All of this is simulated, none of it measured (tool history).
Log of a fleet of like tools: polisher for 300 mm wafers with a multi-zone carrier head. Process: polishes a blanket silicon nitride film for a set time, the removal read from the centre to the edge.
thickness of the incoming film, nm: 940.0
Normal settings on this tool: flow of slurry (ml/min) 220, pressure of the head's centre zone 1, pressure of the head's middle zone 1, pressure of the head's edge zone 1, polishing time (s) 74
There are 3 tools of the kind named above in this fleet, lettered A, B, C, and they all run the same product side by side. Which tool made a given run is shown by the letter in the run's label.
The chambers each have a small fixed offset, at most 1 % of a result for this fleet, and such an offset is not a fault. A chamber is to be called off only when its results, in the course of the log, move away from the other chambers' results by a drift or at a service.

run	hour	flow of slurry (ml/min)	pressure of the head's centre zone	pressure of the head's middle zone	pressure of the head's edge zone	polishing time (s)	wafers polished on this pad	hours since the slurry nozzle was cleaned	hours since the centre zone pressure was calibrated	hours since the edge zone pressure was calibrated	film removed at the wafer's centre (Å)	film removed at mid-radius (Å)	film removed at the wafer's edge (Å)
# hour 2.4: chamber B: worn pad replaced by a new one
1B	5.1	220	1	1	1	74	31	231.4	279.9	282.7	1149.3	1150.4	1178.5
# hour 8.3: chamber A: worn pad replaced by a new one
2C	9.8	220	1	1	1	74	599	549.9	508.5	648	1148.9	1144.1	1161.4
3A	16.7	220	1	1	1	74	95	126.4	79.1	1121.7	1150.2	1173.6	1157.8
4B	21.8	220	1	1	1	74	220	248.1	296.6	299.4	1153.3	1153.3	1132.1
5A	25.9	220	1	1	1	74	199	135.6	88.3	1130.9	1147.8	1171.2	1163.4
# hour 30.8: chamber B: slurry nozzle cleaned
6C	33.1	220	1	1	1	74	863	573.2	531.8	671.3	1155.6	1165.5	1189.2
7C	40.1	220	1	1	1	74	942	580.2	538.8	678.3	1160.5	1158.8	1151.4
8B	43.6	220	1	1	1	74	466	12.8	318.4	321.2	1149.1	1184.4	1162.3
9A	47.4	220	1	1	1	74	442	157.1	109.8	1152.4	1131	1166.3	1185
10B	52.6	220	1	1	1	74	567	21.8	327.4	330.2	1146.7	1166.6	1148.4
11C	58	220	1.07	1	0.9	74	1144	598.1	556.7	696.2	1236.8	1165.2	1083.4
# hour 58.9: chamber C: worn pad replaced by a new one
12A	61.9	220	1.07	1	0.9	74	606	171.6	124.3	1166.9	1242.8	1186.5	1078.1
13C	68	220	1.07	1	0.9	74	103	608.1	566.7	706.2	1247.7	1146	1112.6
# hour 69.3: chamber B: worn pad replaced by a new one
14B	73.1	220	0.94	1	1	74	43	42.3	347.9	350.7	1071.5	1167.4	1133.5
15A	79.6	220	0.94	1	1	74	805	189.3	142	1184.6	1084.8	1170.2	1148.7
16B	85.3	220	0.94	1	1	74	181	54.5	360.1	362.9	1085.8	1174.7	1139.6
# hour 87.1: chamber A: edge zone pressure recalibrated
17A	90.1	220	1	1	1	74	924	199.8	152.5	3	1157.4	1184.8	1157.1
18C	97.2	170	1	1	1	58	432	637.3	595.9	735.4	828.94	833.74	879.26
19C	102.2	170	1	1	1	58	489	642.3	600.9	740.4	816.5	830.32	869.25
20B	106.2	170	1	1	1	58	417	75.4	381	383.8	868.99	869.15	863.48
21A	111.7	220	1	0.88	1.09	74	1168	221.4	174.1	24.6	1141	1043.5	1228.7
# hour 116: chamber A: worn pad replaced by a new one
22B	116.1	220	1	0.88	1.09	74	529	85.3	390.9	393.7	1150	1037.2	1186.6
23C	121	220	1	0.88	1.09	74	701	661.1	619.7	759.2	1073.4	978.83	1173
24A	126.3	220	1	1	1	74	117	236	188.7	39.2	1131.2	1180.4	1161.2
# hour 126.9: chamber B: worn pad replaced by a new one
25B	131	220	1	1	1	74	46	100.2	405.8	408.6	1128.2	1164.8	1161.1

Has any chamber moved away from the others, gradually or after a service, or does the common gauge drift, or do the chambers differ only by their own small steady offsets? State the chamber and the most likely cause if one applies.

One chamber, C, drifts off from the rest bit by bit.
Likeliest cause: slurry flow missing at the pad, % = 35.4.

Below are 4 candidate recipes for chamber C's next run, each the usual settings with a change, their results shown as question marks. Which of them brings C's results back in line with what the other chambers give on the usual settings?
Counts as in line when no further than this from what the other chambers average on the usual settings: film removed at the wafer's centre (Å) 41; film removed at mid-radius (Å) 31; film removed at the wafer's edge (Å) 48
26C-1	136.2	215	0.98	0.98	1.02	70					?	?	?
26C-2	136.2	225	1.01	1.01	0.99	75					?	?	?
26C-3	136.2	225	1.02	1.02	0.98	78					?	?	?
26C-4	136.2	215	0.99	0.99	1.01	73					?	?	?

Mean of the other chambers on the usual settings: film removed at the wafer's centre (Å) 1151.2; film removed at mid-radius (Å) 1166.3; film removed at the wafer's edge (Å) 1156.5
run	film removed at the wafer's centre (Å)	film removed at mid-radius (Å)	film removed at the wafer's edge (Å)
26C-1	987.22	998.34	1063
26C-2	1104.5	1109.5	1127.7
26C-3	1161.2	1164.4	1166.4
26C-4	1041.1	1050.9	1102.6
26C-3 puts the chamber back in line with the other chambers.
